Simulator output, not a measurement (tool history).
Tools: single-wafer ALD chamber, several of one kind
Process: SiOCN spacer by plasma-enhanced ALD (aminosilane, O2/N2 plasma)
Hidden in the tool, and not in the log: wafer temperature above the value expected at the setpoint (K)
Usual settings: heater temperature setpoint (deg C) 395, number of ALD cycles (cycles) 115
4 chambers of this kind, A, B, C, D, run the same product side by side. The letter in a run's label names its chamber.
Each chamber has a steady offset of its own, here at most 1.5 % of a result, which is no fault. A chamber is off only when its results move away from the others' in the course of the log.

run,day,heater temperature setpoint (deg C),number of ALD cycles (cycles),hours since the last thermocouple change,"read-back reference wafer on the same gauge, thickness_nm",mean film thickness on the monitor wafer (Å)
# day 0.275: chamber D: thermocouple changed; heater temperature recalibrated
1A,0.638,395,115,843.4,7.8038,68.534
2C,0.967,395,115,1660.4,7.8035,70.035
3B,1.454,395,115,182.8,7.8024,69.288
4D,1.871,395,115,38.3,7.8045,69.249
5D,2.258,395,115,47.6,7.8016,69.216
6A,2.883,395,115,897.3,7.8073,68.596
7B,3.204,407,115,224.8,7.8093,67.450
8C,3.733,407,115,1726.8,7.8125,68.559
9B,4.225,407,115,249.3,7.8123,67.464
10D,4.662,407,115,105.3,7.8139,67.837
11C,5.258,395,115,1763.4,7.8143,70.081
12A,5.600,395,115,962.5,7.8125,68.875
13B,6.079,395,115,293.8,7.8175,69.602
14C,6.579,395,115,1795.1,7.8184,70.083
15A,7.217,395,115,1001.3,7.8192,68.702
16D,7.821,395,115,181.1,7.8200,69.193
17C,8.288,395,115,1836.1,7.8197,70.007
18B,8.875,395,115,360.9,7.8254,69.468
19A,9.154,395,115,1047.8,7.8260,68.979
20D,9.712,395,115,226.5,7.8276,69.334
21A,10.133,395,115,1071.3,7.8296,68.794
22D,10.625,395,115,248.4,7.8320,69.418
23C,11.117,395,115,1904.0,7.8316,70.104
24B,11.733,395,115,429.5,7.8327,69.438
25D,12.029,395,115,282.1,7.8324,69.556
26C,12.596,395,115,1939.5,7.8363,70.173
27B,13.008,395,115,460.1,7.8371,69.711
28A,13.388,395,115,1149.4,7.8370,68.979
29B,13.888,395,115,481.2,7.8399,69.594
30A,14.229,395,115,1169.6,7.8388,69.089
31C,14.617,404,105,1988.0,7.8419,63.388
32D,15.092,404,105,355.6,7.8431,62.693
33A,15.679,404,105,1204.4,7.8441,62.104
34D,16.062,404,105,378.9,7.8442,62.865

All 4 chambers run these settings next. Forecast each chamber's results:
35A,16.521,395,134,,,?
35B,16.521,395,134,,,?
35C,16.521,395,134,,,?
35D,16.521,395,134,,,?

run,mean film thickness on the monitor wafer (Å)
35A,80.436
35B,81.267
35C,81.890
35D,80.947

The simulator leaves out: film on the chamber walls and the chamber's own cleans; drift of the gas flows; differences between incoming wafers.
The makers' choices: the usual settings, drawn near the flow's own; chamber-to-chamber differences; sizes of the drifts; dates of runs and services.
